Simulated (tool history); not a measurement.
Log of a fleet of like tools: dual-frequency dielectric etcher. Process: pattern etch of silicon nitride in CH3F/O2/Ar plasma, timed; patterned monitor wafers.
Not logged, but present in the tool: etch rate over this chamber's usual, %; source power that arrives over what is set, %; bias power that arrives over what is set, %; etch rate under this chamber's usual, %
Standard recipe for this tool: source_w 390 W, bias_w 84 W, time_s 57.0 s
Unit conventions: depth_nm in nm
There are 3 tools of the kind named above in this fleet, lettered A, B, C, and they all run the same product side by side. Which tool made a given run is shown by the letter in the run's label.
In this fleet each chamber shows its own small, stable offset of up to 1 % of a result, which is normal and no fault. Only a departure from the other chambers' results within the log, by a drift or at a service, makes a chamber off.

run,hour,source_w,bias_w,time_s,hours since the last wet clean,hours since the last source power generator calibration,hours since the last bias power generator calibration,"read-back reference wafer on the same gauge, depth_nm",depth_nm
1A,11.3,390,84,57.0,601.6,2403.1,1296.6,44.287,41.423
2B,21.8,390,84,57.0,287.9,3946.9,1535.5,44.328,41.707
# hour 26.9: chamber A: wet clean of the chamber
3C,35.9,390,84,57.0,278.4,1625.1,140.1,44.331,41.496
4B,45.2,390,84,57.0,311.3,3970.3,1558.9,44.380,41.660
5C,57.8,390,90,41.5,300.3,1647.0,162.0,44.316,31.141
6A,66.5,390,90,41.5,39.7,2458.3,1351.8,44.233,31.165
7B,81.6,390,90,41.5,347.7,4006.7,1595.3,44.286,31.335
8A,92.2,480,75,57.0,65.4,2484.0,1377.5,44.293,43.081
9C,100.2,480,75,57.0,342.7,1689.4,204.4,44.322,43.566
10B,111.1,480,75,57.0,377.2,4036.2,1624.8,44.331,43.370
11A,124.8,390,84,57.0,98.0,2516.6,1410.1,44.302,41.270
12C,138.9,390,84,57.0,381.4,1728.1,243.1,44.310,42.311
13B,151.7,390,84,57.0,417.8,4076.8,1665.4,44.307,41.509
14C,163.8,390,84,57.0,406.3,1753.0,268.0,44.363,41.812
15A,172.2,390,84,57.0,145.4,2564.0,1457.5,44.301,41.646
16A,186.0,390,84,57.0,159.2,2577.8,1471.3,44.263,41.354
17C,198.2,390,84,57.0,440.7,1787.4,302.4,44.243,41.714
18B,213.1,390,84,57.0,479.2,4138.2,1726.8,44.263,40.989
19C,220.6,390,84,57.0,463.1,1809.8,324.8,44.309,41.770
20A,227.6,390,84,57.0,200.8,2619.4,1512.9,44.329,41.491
21B,235.0,390,84,57.0,501.1,4160.1,1748.7,44.274,40.515
22A,249.2,390,84,57.0,222.4,2641.0,1534.5,44.258,41.773
23B,262.8,360,65,57.0,528.9,4187.9,1776.5,44.335,35.905
24C,277.9,360,65,57.0,520.4,1867.1,382.1,44.315,37.043
25A,290.6,360,65,57.0,263.8,2682.4,1575.9,44.294,36.930
26B,300.1,390,84,57.0,566.2,4225.2,1813.8,44.245,39.988
27C,315.2,390,84,57.0,557.7,1904.4,419.4,44.283,41.487
28C,323.9,390,84,57.0,566.4,1913.1,428.1,44.334,41.861
29A,332.6,390,84,57.0,305.8,2724.4,1617.9,44.280,41.905
30B,345.9,390,84,57.0,612.0,4271.0,1859.6,44.336,39.710

One chamber off, gauge drift, or nothing amiss beyond the chambers' own small offsets? If it is a chamber, which one, and what is the likeliest cause?

Chamber B drifts away from the others.
Likeliest cause: etch rate under this chamber's usual, % = 5.42.

Chamber B could run next with any of the 4 candidate recipes listed below; each alters the usual settings, and their results appear as question marks. Which one brings its results back in line with what the other chambers deliver on the usual settings?
Counts as in line when no further than this from what the other chambers average on the usual settings: depth_nm 0.740 nm
31B-1,356.8,390,85,59.5,,,,,?
31B-2,356.8,380,82,51.5,,,,,?
31B-3,356.8,380,84,54.5,,,,,?
31B-4,356.8,390,113,57.0,,,,,?

What the other chambers average on the usual settings: depth_nm 41.668 nm
run,depth_nm
31B-1,41.426
31B-2,35.061
31B-3,37.418
31B-4,43.987
31B-1 brings the chamber back in line.

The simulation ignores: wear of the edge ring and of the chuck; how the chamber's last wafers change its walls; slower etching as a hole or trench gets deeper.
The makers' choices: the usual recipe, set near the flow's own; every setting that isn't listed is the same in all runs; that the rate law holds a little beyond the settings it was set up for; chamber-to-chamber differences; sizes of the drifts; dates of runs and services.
